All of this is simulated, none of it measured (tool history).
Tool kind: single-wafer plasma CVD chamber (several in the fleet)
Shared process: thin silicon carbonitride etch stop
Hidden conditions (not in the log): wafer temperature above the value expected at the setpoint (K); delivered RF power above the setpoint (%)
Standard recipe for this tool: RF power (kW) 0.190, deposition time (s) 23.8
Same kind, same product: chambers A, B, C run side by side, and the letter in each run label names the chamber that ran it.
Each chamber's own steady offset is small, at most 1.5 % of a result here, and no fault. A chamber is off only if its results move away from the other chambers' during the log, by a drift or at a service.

run,hour,RF power (kW),deposition time (s),hours since the last thermocouple change,hours since the last RF generator calibration,"read-back reference wafer on the same gauge, thickness_nm",mean film thickness on the monitor wafer (angstrom)
# hour 5.1: chamber B: RF generator calibrated
1C,5.7,0.190,23.8,490.2,2368.4,15.604,133.90
2A,13.9,0.190,23.8,1136.5,213.3,15.593,133.40
3B,24.1,0.190,23.8,3041.6,19.1,15.590,131.82
4B,34.6,0.190,23.8,3052.1,29.6,15.588,131.29
5A,39.5,0.190,23.8,1162.1,238.9,15.579,133.00
6C,45.4,0.160,23.8,529.9,2408.1,15.582,126.99
# hour 51.8: chamber B: thermocouple changed; heater temperature recalibrated
7B,52.5,0.160,23.8,0.8,47.5,15.572,124.81
8A,60.1,0.160,23.8,1182.7,259.5,15.567,126.53
9C,66.5,0.190,23.8,551.0,2429.2,15.573,133.69
10C,76.7,0.190,23.8,561.2,2439.4,15.561,133.52
11A,86.7,0.190,23.8,1209.3,286.1,15.556,133.15
12B,94.4,0.190,23.8,42.7,89.4,15.557,131.68
13C,104.0,0.190,23.8,588.5,2466.7,15.549,133.84
# hour 104.3: chamber C: RF generator calibrated
14B,110.7,0.190,23.8,59.0,105.7,15.547,131.52
# hour 115.1: chamber A: thermocouple changed; heater temperature recalibrated
15A,115.7,0.190,23.8,0.6,315.1,15.550,132.66
16C,122.8,0.190,23.8,607.3,18.6,15.540,133.74
17B,128.5,0.190,23.8,76.8,123.5,15.541,131.31
18A,134.0,0.190,23.8,18.9,333.4,15.543,133.44
19C,141.1,0.190,23.8,625.6,36.9,15.534,133.31
20A,146.0,0.190,21.0,30.9,345.4,15.529,117.26
21B,150.6,0.190,21.0,98.9,145.6,15.528,115.63
22B,157.4,0.190,21.0,105.7,152.4,15.531,115.55
23C,165.7,0.190,23.8,650.2,61.5,15.524,133.64
24A,173.6,0.190,23.8,58.5,373.0,15.520,132.75
25B,180.5,0.190,23.8,128.8,175.5,15.518,130.49
26A,189.8,0.160,27.4,74.7,389.2,15.513,144.85
27C,196.6,0.160,27.4,681.1,92.4,15.509,146.29
28C,201.9,0.160,27.4,686.4,97.7,15.502,145.73
29B,206.7,0.190,23.8,155.0,201.7,15.499,130.65
30A,214.7,0.190,23.8,99.6,414.1,15.495,132.45
31B,223.3,0.170,25.4,171.6,218.3,15.500,135.12

What goes on in this fleet: one chamber off, a drifting gauge, or nothing beyond the chambers' own small offsets? Name the chamber and the cause, if any.

The shared gauge is drifting. All chambers look as if they move in step, but none is off.
What lies behind it: gauge reads low (%) = 0.679.
